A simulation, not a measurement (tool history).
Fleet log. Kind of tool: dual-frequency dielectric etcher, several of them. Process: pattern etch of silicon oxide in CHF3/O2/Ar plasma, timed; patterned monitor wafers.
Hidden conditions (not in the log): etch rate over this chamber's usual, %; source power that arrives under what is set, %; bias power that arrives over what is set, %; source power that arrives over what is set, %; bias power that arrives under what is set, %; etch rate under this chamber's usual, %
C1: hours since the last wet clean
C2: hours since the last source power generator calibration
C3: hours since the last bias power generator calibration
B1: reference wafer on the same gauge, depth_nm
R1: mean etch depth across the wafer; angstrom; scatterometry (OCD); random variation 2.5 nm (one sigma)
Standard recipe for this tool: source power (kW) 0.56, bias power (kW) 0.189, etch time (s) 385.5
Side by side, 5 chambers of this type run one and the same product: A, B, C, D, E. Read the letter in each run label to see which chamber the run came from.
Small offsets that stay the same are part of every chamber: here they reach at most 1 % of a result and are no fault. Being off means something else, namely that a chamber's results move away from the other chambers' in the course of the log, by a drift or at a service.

Run 1B, hour 4.6: usual settings; C1 288; C2 2654.7; C3 2702.8; B1 678.22. Result: R1 7566.8 angstrom.
Run 2A, hour 11.6: usual settings; C1 184.5; C2 2452.1; C3 3183.3; B1 677.88. Result: R1 7501.7 angstrom.
Run 3D, hour 20.2: usual settings; C1 154.7; C2 307.9; C3 843.1; B1 678.29. Result: R1 7528.9 angstrom.
Run 4E, hour 26.1: usual settings; C1 441.7; C2 450; C3 2607.4; B1 678.67. Result: R1 7621.5 angstrom.
Run 5C, hour 34.9: usual settings; C1 360.8; C2 3166.5; C3 3138.7; B1 677.39. Result: R1 7450.6 angstrom.
Run 6E, hour 43.3: usual settings; C1 458.9; C2 467.2; C3 2624.6; B1 677.97. Result: R1 7614.4 angstrom.
Run 7A, hour 50.5: usual settings; C1 223.4; C2 2491; C3 3222.2; B1 678.3. Result: R1 7550.6 angstrom.
Run 8B, hour 55.5: usual settings; C1 338.9; C2 2705.6; C3 2753.7; B1 677.96. Result: R1 7557.7 angstrom.
Run 9C, hour 64.3: usual settings; C1 390.2; C2 3195.9; C3 3168.1; B1 677.86. Result: R1 7490.8 angstrom.
Run 10D, hour 69.1: usual settings; C1 203.6; C2 356.8; C3 892; B1 678.38. Result: R1 7517.3 angstrom.
Run 11B, hour 74.4: usual settings; C1 357.8; C2 2724.5; C3 2772.6; B1 678.09. Result: R1 7606 angstrom.
Run 12D, hour 81.9: usual settings; C1 216.4; C2 369.6; C3 904.8; B1 677.72. Result: R1 7539.7 angstrom.
Run 13C, hour 89.8: usual settings; C1 415.7; C2 3221.4; C3 3193.6; B1 677.64. Result: R1 7460.6 angstrom.
Run 14A, hour 93.7: usual settings but etch time (s) 306; C1 266.6; C2 2534.2; C3 3265.4; B1 678.67. Result: R1 5972.4 angstrom.
Run 15E, hour 98.1: usual settings but etch time (s) 306; C1 513.7; C2 522; C3 2679.4; B1 678.06. Result: R1 6046.3 angstrom.
Run 16E, hour 106.7: usual settings but etch time (s) 306; C1 522.3; C2 530.6; C3 2688; B1 677.82. Result: R1 6042.4 angstrom.
Run 17D, hour 110.8: usual settings but etch time (s) 306; C1 245.3; C2 398.5; C3 933.7; B1 678.19. Result: R1 5919.7 angstrom.
Run 18C, hour 116.1: usual settings but etch time (s) 306; C1 442; C2 3247.7; C3 3219.9; B1 677.63. Result: R1 5891.4 angstrom.
Run 19B, hour 122.6: usual settings; C1 406; C2 2772.7; C3 2820.8; B1 677.27. Result: R1 7528.2 angstrom.
Run 20A, hour 128.2: usual settings; C1 301.1; C2 2568.7; C3 3299.9; B1 677.83. Result: R1 7528.8 angstrom.
Run 21C, hour 136.9: usual settings; C1 462.8; C2 3268.5; C3 3240.7; B1 677.69. Result: R1 7499.7 angstrom.
At hour 140.8: chamber C: wet clean of the chamber.
Run 22A, hour 145.2: usual settings; C1 318.1; C2 2585.7; C3 3316.9; B1 678.45. Result: R1 7512 angstrom.
Run 23B, hour 149.1: usual settings; C1 432.5; C2 2799.2; C3 2847.3; B1 678.39. Result: R1 7541.5 angstrom.
Run 24E, hour 154: usual settings; C1 569.6; C2 577.9; C3 2735.3; B1 677.74. Result: R1 7566.8 angstrom.
Run 25D, hour 162.1: usual settings; C1 296.6; C2 449.8; C3 985; B1 677.92. Result: R1 7347.2 angstrom.
Run 26B, hour 168.4: usual settings; C1 451.8; C2 2818.5; C3 2866.6; B1 678.32. Result: R1 7522.8 angstrom.
Run 27A, hour 176.8: usual settings but source power (kW) 0.64; C1 349.7; C2 2617.3; C3 3348.5; B1 678.23. Result: R1 7839.7 angstrom.
Run 28C, hour 181.5: usual settings but source power (kW) 0.64; C1 40.7; C2 3313.1; C3 3285.3; B1 678.2. Result: R1 7901.7 angstrom.
Run 29E, hour 187.9: usual settings but source power (kW) 0.64; C1 603.5; C2 611.8; C3 2769.2; B1 677.68. Result: R1 8030.9 angstrom.
At hour 190.5: chamber B: wet clean of the chamber.
Run 30D, hour 196.3: usual settings but source power (kW) 0.64; C1 330.8; C2 484; C3 1019.2; B1 677.95. Result: R1 7742.3 angstrom.
Run 31C, hour 202.2: usual settings but source power (kW) 0.64; C1 61.4; C2 3333.8; C3 3306; B1 677.86. Result: R1 7868.7 angstrom.
Run 32E, hour 207.6: usual settings; C1 623.2; C2 631.5; C3 2788.9; B1 677.82. Result: R1 7640.2 angstrom.
At hour 209.9: chamber E: wet clean of the chamber.
Run 33B, hour 214: usual settings; C1 23.6; C2 2864.1; C3 2912.2; B1 677.59. Result: R1 7535.3 angstrom.
Run 34A, hour 218.7: usual settings; C1 391.6; C2 2659.2; C3 3390.4; B1 677.2. Result: R1 7544.3 angstrom.
Run 35D, hour 223.2: usual settings; C1 357.7; C2 510.9; C3 1046.1; B1 678.17. Result: R1 7290.4 angstrom.
Run 36B, hour 231.8: usual settings; C1 41.4; C2 2881.9; C3 2930; B1 677.89. Result: R1 7579.8 angstrom.
Run 37C, hour 239.7: usual settings; C1 98.9; C2 3371.3; C3 3343.5; B1 678.17. Result: R1 7468.1 angstrom.
Run 38E, hour 244.3: usual settings; C1 34.5; C2 668.2; C3 2825.6; B1 678.22. Result: R1 7585.7 angstrom.
Run 39A, hour 251.5: usual settings; C1 424.4; C2 2692; C3 3423.2; B1 678.09. Result: R1 7548.4 angstrom.
Run 40D, hour 260: usual settings; C1 394.5; C2 547.7; C3 1082.9; B1 677.39. Result: R1 7252.5 angstrom.
Run 41A, hour 267.6: usual settings; C1 440.5; C2 2708.1; C3 3439.3; B1 678.38. Result: R1 7496.7 angstrom.
Run 42B, hour 273.8: usual settings; C1 83.4; C2 2923.9; C3 2972; B1 677.74. Result: R1 7561.5 angstrom.

One chamber off, gauge drift, or nothing amiss beyond the chambers' own small offsets? If it is a chamber, which one, and what is the likeliest cause?

Chamber D drifts away from the others.
What lies behind it: etch rate under this chamber's usual, % = 3.98.

Chamber D could run next with any of the 4 candidate recipes listed below; each alters the usual settings, and their results appear as question marks. Which one brings its results back in line with what the other chambers deliver on the usual settings?
To be in line, a result may differ from the other chambers' mean on the usual settings by at most: R1 89 angstrom
Run 43D-1, hour 280.2: usual settings but source power (kW) 0.57, bias power (kW) 0.191, etch time (s) 399. Result: R1 ?.
Run 43D-2, hour 280.2: usual settings but etch time (s) 392. Result: R1 ?.
Run 43D-3, hour 280.2: usual settings but bias power (kW) 0.166. Result: R1 ?.
Run 43D-4, hour 280.2: usual settings but bias power (kW) 0.188, etch time (s) 379. Result: R1 ?.

On the usual settings, the other chambers give on average: R1 7538.5 angstrom
  run      R1
43D-1  7551.6
43D-2  7342.8
43D-3  6908.3
43D-4  7086.3
It is 43D-1 that realigns the chamber with its peers.
